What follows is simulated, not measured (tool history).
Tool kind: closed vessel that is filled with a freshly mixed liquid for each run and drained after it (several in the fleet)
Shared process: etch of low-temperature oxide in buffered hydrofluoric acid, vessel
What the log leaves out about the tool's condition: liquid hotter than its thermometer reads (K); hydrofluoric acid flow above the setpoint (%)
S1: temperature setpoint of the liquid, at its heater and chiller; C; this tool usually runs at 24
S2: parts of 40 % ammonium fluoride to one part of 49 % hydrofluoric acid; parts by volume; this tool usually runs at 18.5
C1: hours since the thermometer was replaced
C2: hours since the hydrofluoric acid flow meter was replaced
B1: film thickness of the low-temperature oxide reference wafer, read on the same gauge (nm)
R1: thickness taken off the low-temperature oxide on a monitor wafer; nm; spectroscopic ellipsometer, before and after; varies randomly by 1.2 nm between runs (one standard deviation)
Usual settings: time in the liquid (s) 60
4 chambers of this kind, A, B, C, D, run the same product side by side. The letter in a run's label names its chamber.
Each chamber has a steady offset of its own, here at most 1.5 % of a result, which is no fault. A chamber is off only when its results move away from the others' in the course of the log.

run 1C hour=10.7 | S1=24 S2=18.5 time_in_the_liquid_(s)=60 | C1=813.6 C2=787.2 | B1=60.024 | R1=138.98
run 2A hour=23.9 | S1=24 S2=18.5 time_in_the_liquid_(s)=60 | C1=1293.7 C2=366.5 | B1=60.007 | R1=140.95
run 3D hour=32.7 | S1=24 S2=18.5 time_in_the_liquid_(s)=60 | C1=1126.8 C2=2540.4 | B1=60.001 | R1=141.67
run 4B hour=40.3 | S1=24 S2=18.5 time_in_the_liquid_(s)=60 | C1=114.7 C2=228.0 | B1=60.015 | R1=137.72
run 5D hour=48.6 | S1=24 S2=18.5 time_in_the_liquid_(s)=60 | C1=1142.7 C2=2556.3 | B1=59.992 | R1=138.46
run 6B hour=60.6 | S1=24 S2=18.5 time_in_the_liquid_(s)=60 | C1=135.0 C2=248.3 | B1=60.009 | R1=138.86
run 7A hour=72.6 | S1=24 S2=18.5 time_in_the_liquid_(s)=60 | C1=1342.4 C2=415.2 | B1=59.994 | R1=144.24
run 8C hour=79.1 | S1=24 S2=18.5 time_in_the_liquid_(s)=60 | C1=882.0 C2=855.6 | B1=60.022 | R1=139.62
run 9D hour=93.7 | S1=24 S2=18.5 time_in_the_liquid_(s)=60 | C1=1187.8 C2=2601.4 | B1=59.989 | R1=140.70
run 10B hour=105.8 | S1=24 S2=18.5 time_in_the_liquid_(s)=60 | C1=180.2 C2=293.5 | B1=59.995 | R1=135.02
run 11A hour=112.7 | S1=24 S2=18.5 time_in_the_liquid_(s)=60 | C1=1382.5 C2=455.3 | B1=60.010 | R1=144.51
run 12C hour=122.2 | S1=24 S2=18.5 time_in_the_liquid_(s)=60 | C1=925.1 C2=898.7 | B1=59.998 | R1=141.67
run 13A hour=134.5 | S1=24 S2=11.0 time_in_the_liquid_(s)=30 | C1=1404.3 C2=477.1 | B1=60.014 | R1=121.47
-- hour=135.3 chamber D: hydrofluoric acid flow meter replaced
run 14C hour=144.2 | S1=24 S2=11.0 time_in_the_liquid_(s)=30 | C1=947.1 C2=920.7 | B1=59.999 | R1=117.23
run 15D hour=152.2 | S1=24 S2=11.0 time_in_the_liquid_(s)=30 | C1=1246.3 C2=17.0 | B1=60.005 | R1=114.91
run 16B hour=164.6 | S1=24 S2=11.0 time_in_the_liquid_(s)=30 | C1=239.0 C2=352.3 | B1=60.005 | R1=114.49
run 17C hour=173.9 | S1=24 S2=18.5 time_in_the_liquid_(s)=60 | C1=976.8 C2=950.4 | B1=60.021 | R1=139.21
run 18B hour=188.6 | S1=24 S2=18.5 time_in_the_liquid_(s)=60 | C1=263.0 C2=376.3 | B1=59.992 | R1=137.99
run 19A hour=197.4 | S1=24 S2=18.5 time_in_the_liquid_(s)=60 | C1=1467.2 C2=540.0 | B1=59.989 | R1=150.41
run 20D hour=212.3 | S1=24 S2=18.5 time_in_the_liquid_(s)=60 | C1=1306.4 C2=77.1 | B1=60.003 | R1=140.47
run 21A hour=225.3 | S1=24 S2=18.5 time_in_the_liquid_(s)=60 | C1=1495.1 C2=567.9 | B1=60.009 | R1=149.52
run 22B hour=234.1 | S1=24 S2=18.5 time_in_the_liquid_(s)=60 | C1=308.5 C2=421.8 | B1=59.988 | R1=139.39
run 23D hour=247.1 | S1=24 S2=18.5 time_in_the_liquid_(s)=60 | C1=1341.2 C2=111.9 | B1=59.998 | R1=140.26
run 24C hour=260.5 | S1=24 S2=18.5 time_in_the_liquid_(s)=60 | C1=1063.4 C2=1037.0 | B1=60.002 | R1=139.18
run 25A hour=268.6 | S1=24 S2=18.5 time_in_the_liquid_(s)=60 | C1=1538.4 C2=611.2 | B1=59.993 | R1=151.85
run 26C hour=275.3 | S1=24 S2=18.5 time_in_the_liquid_(s)=60 | C1=1078.2 C2=1051.8 | B1=60.005 | R1=141.44
run 27B hour=287.3 | S1=24 S2=18.5 time_in_the_liquid_(s)=60 | C1=361.7 C2=475.0 | B1=60.001 | R1=138.40
run 28D hour=299.1 | S1=24 S2=18.5 time_in_the_liquid_(s)=60 | C1=1393.2 C2=163.9 | B1=59.999 | R1=137.62

All chambers now run identical settings, listed one chamber a line with results as question marks. What results will each chamber show?
run 29A hour=309.9 | S1=24 S2=18.5 time_in_the_liquid_(s)=80 | R1=?
run 29B hour=309.9 | S1=24 S2=18.5 time_in_the_liquid_(s)=80 | R1=?
run 29C hour=309.9 | S1=24 S2=18.5 time_in_the_liquid_(s)=80 | R1=?
run 29D hour=309.9 | S1=24 S2=18.5 time_in_the_liquid_(s)=80 | R1=?

run=29A R1=203.39
run=29B R1=183.84
run=29C R1=184.96
run=29D R1=185.96
